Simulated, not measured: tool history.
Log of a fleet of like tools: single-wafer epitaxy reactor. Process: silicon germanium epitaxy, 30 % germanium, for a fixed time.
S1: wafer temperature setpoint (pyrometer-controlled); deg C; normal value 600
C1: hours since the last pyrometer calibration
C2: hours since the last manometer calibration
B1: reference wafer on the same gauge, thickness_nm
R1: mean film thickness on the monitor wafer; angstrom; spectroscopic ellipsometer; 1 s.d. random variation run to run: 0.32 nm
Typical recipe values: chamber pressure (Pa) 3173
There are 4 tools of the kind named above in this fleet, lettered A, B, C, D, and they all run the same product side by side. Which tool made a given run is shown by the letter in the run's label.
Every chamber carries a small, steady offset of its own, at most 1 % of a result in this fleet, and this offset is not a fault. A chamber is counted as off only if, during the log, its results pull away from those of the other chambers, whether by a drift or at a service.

Run 1C, hour 11.1: usual settings; C1 1020.2; C2 191.6; B1 71.779. Result: R1 625.73 angstrom.
Run 2A, hour 20.3: usual settings; C1 969.8; C2 2037.4; B1 71.741. Result: R1 635.92 angstrom.
Run 3B, hour 32.2: usual settings; C1 203.6; C2 613.5; B1 71.795. Result: R1 626.66 angstrom.
Run 4D, hour 43.8: usual settings; C1 2309.1; C2 501.9; B1 71.822. Result: R1 632.23 angstrom.
Run 5D, hour 49.3: usual settings but chamber pressure (Pa) 3426; C1 2314.6; C2 507.4; B1 71.752. Result: R1 651.95 angstrom.
Run 6C, hour 59.3: usual settings but chamber pressure (Pa) 3426; C1 1068.4; C2 239.8; B1 71.764. Result: R1 655.16 angstrom.
Run 7B, hour 69.2: usual settings but chamber pressure (Pa) 3426; C1 240.6; C2 650.5; B1 71.816. Result: R1 651.69 angstrom.
Run 8A, hour 76: usual settings but chamber pressure (Pa) 3426; C1 1025.5; C2 2093.1; B1 71.753. Result: R1 654.43 angstrom.
Run 9D, hour 82.8: usual settings; C1 2348.1; C2 540.9; B1 71.755. Result: R1 630.38 angstrom.
Run 10A, hour 90.5: usual settings; C1 1040; C2 2107.6; B1 71.741. Result: R1 636.56 angstrom.
Run 11C, hour 96.5: usual settings; C1 1105.6; C2 277; B1 71.765. Result: R1 623.12 angstrom.
Run 12B, hour 108.2: usual settings but S1 610 deg C, chamber pressure (Pa) 3826; C1 279.6; C2 689.5; B1 71.778. Result: R1 821.59 angstrom.
Run 13D, hour 117.2: usual settings but S1 610 deg C, chamber pressure (Pa) 3826; C1 2382.5; C2 575.3; B1 71.814. Result: R1 816.67 angstrom.
Run 14A, hour 123.4: usual settings but S1 610 deg C, chamber pressure (Pa) 3826; C1 1072.9; C2 2140.5; B1 71.835. Result: R1 825.04 angstrom.
Run 15B, hour 131.9: usual settings but S1 610 deg C, chamber pressure (Pa) 3826; C1 303.3; C2 713.2; B1 71.778. Result: R1 811.27 angstrom.
Run 16C, hour 141.1: usual settings; C1 1150.2; C2 321.6; B1 71.858. Result: R1 633.3 angstrom.
Run 17B, hour 151.4: usual settings; C1 322.8; C2 732.7; B1 71.85. Result: R1 634.8 angstrom.
Run 18C, hour 162.6: usual settings; C1 1171.7; C2 343.1; B1 71.841. Result: R1 623.92 angstrom.
Run 19A, hour 172.3: usual settings but S1 594 deg C, chamber pressure (Pa) 2466; C1 1121.8; C2 2189.4; B1 71.716. Result: R1 512.27 angstrom.
Run 20D, hour 182.3: usual settings but S1 594 deg C, chamber pressure (Pa) 2466; C1 2447.6; C2 640.4; B1 71.843. Result: R1 513.91 angstrom.
Run 21C, hour 193.4: usual settings but S1 594 deg C, chamber pressure (Pa) 2466; C1 1202.5; C2 373.9; B1 71.738. Result: R1 511.8 angstrom.
Run 22D, hour 199.5: usual settings but S1 594 deg C, chamber pressure (Pa) 2466; C1 2464.8; C2 657.6; B1 71.839. Result: R1 509.76 angstrom.
Run 23B, hour 211.5: usual settings; C1 382.9; C2 792.8; B1 71.764. Result: R1 629.85 angstrom.
At hour 212.5: chamber D: pyrometer calibrated.
Run 24A, hour 222.1: usual settings; C1 1171.6; C2 2239.2; B1 71.819. Result: R1 633.41 angstrom.
Run 25B, hour 234.3: usual settings; C1 405.7; C2 815.6; B1 71.843. Result: R1 637.65 angstrom.
Run 26C, hour 244.7: usual settings; C1 1253.8; C2 425.2; B1 71.793. Result: R1 629.51 angstrom.
Run 27A, hour 251.1: usual settings; C1 1200.6; C2 2268.2; B1 71.75. Result: R1 635.19 angstrom.
Run 28D, hour 263.4: usual settings; C1 50.9; C2 721.5; B1 71.868. Result: R1 681.72 angstrom.
Run 29D, hour 275.8: usual settings but S1 592 deg C, chamber pressure (Pa) 2880; C1 63.3; C2 733.9; B1 71.913. Result: R1 569 angstrom.
Run 30C, hour 288: usual settings but S1 592 deg C, chamber pressure (Pa) 2880; C1 1297.1; C2 468.5; B1 71.835. Result: R1 524.61 angstrom.
Run 31A, hour 295.6: usual settings but S1 592 deg C, chamber pressure (Pa) 2880; C1 1245.1; C2 2312.7; B1 71.764. Result: R1 528.18 angstrom.
Run 32B, hour 301: usual settings but S1 592 deg C, chamber pressure (Pa) 2880; C1 472.4; C2 882.3; B1 71.823. Result: R1 525.89 angstrom.
Run 33A, hour 311.5: usual settings; C1 1261; C2 2328.6; B1 71.799. Result: R1 638.97 angstrom.
Run 34D, hour 318.1: usual settings; C1 105.6; C2 776.2; B1 71.709. Result: R1 668.99 angstrom.
Run 35B, hour 328.2: usual settings; C1 499.6; C2 909.5; B1 71.817. Result: R1 635.83 angstrom.
Run 36C, hour 334.5: usual settings; C1 1343.6; C2 515; B1 71.82. Result: R1 625.88 angstrom.
Run 37D, hour 342.9: usual settings but S1 608 deg C, chamber pressure (Pa) 2413; C1 130.4; C2 801; B1 71.856. Result: R1 701.86 angstrom.
Run 38B, hour 354.6: usual settings but S1 608 deg C, chamber pressure (Pa) 2413; C1 526; C2 935.9; B1 71.719. Result: R1 656.31 angstrom.
At hour 360.6: chamber C: pyrometer calibrated.
Run 39C, hour 362.4: usual settings but S1 608 deg C, chamber pressure (Pa) 2413; C1 1.9; C2 542.9; B1 71.833. Result: R1 656.29 angstrom.

Read the log: is a single chamber off, either drifting away or since a service, is the gauge that measures every chamber drifting, or is nothing wrong beyond small per-chamber offsets? Name any odd chamber and what most likely caused it.

The work done on chamber D during a service left it standing apart from the others.
Likeliest cause: wafer temperature above the value expected at the setpoint (K) = 3.84.

Below are 4 candidate recipes for chamber D's next run, each the usual settings with a change, their results shown as question marks. Which of them brings D's results back in line with what the other chambers give on the usual settings?
A result is in line if it is within this distance of the other chambers' mean on the usual settings: R1 11 angstrom
Run 40D-1, hour 371.2: usual settings but S1 604 deg C. Result: R1 ?.
Run 40D-2, hour 371.2: usual settings but chamber pressure (Pa) 3426. Result: R1 ?.
Run 40D-3, hour 371.2: usual settings but S1 598 deg C. Result: R1 ?.
Run 40D-4, hour 371.2: usual settings but S1 596 deg C. Result: R1 ?.

On the usual settings, the other chambers give on average: R1 632.02 angstrom
  run      R1
40D-1   733.3
40D-2  703.16
40D-3  657.36
40D-4  633.63
The right change is 40D-4: it brings the chamber back within the allowed miss of the others.
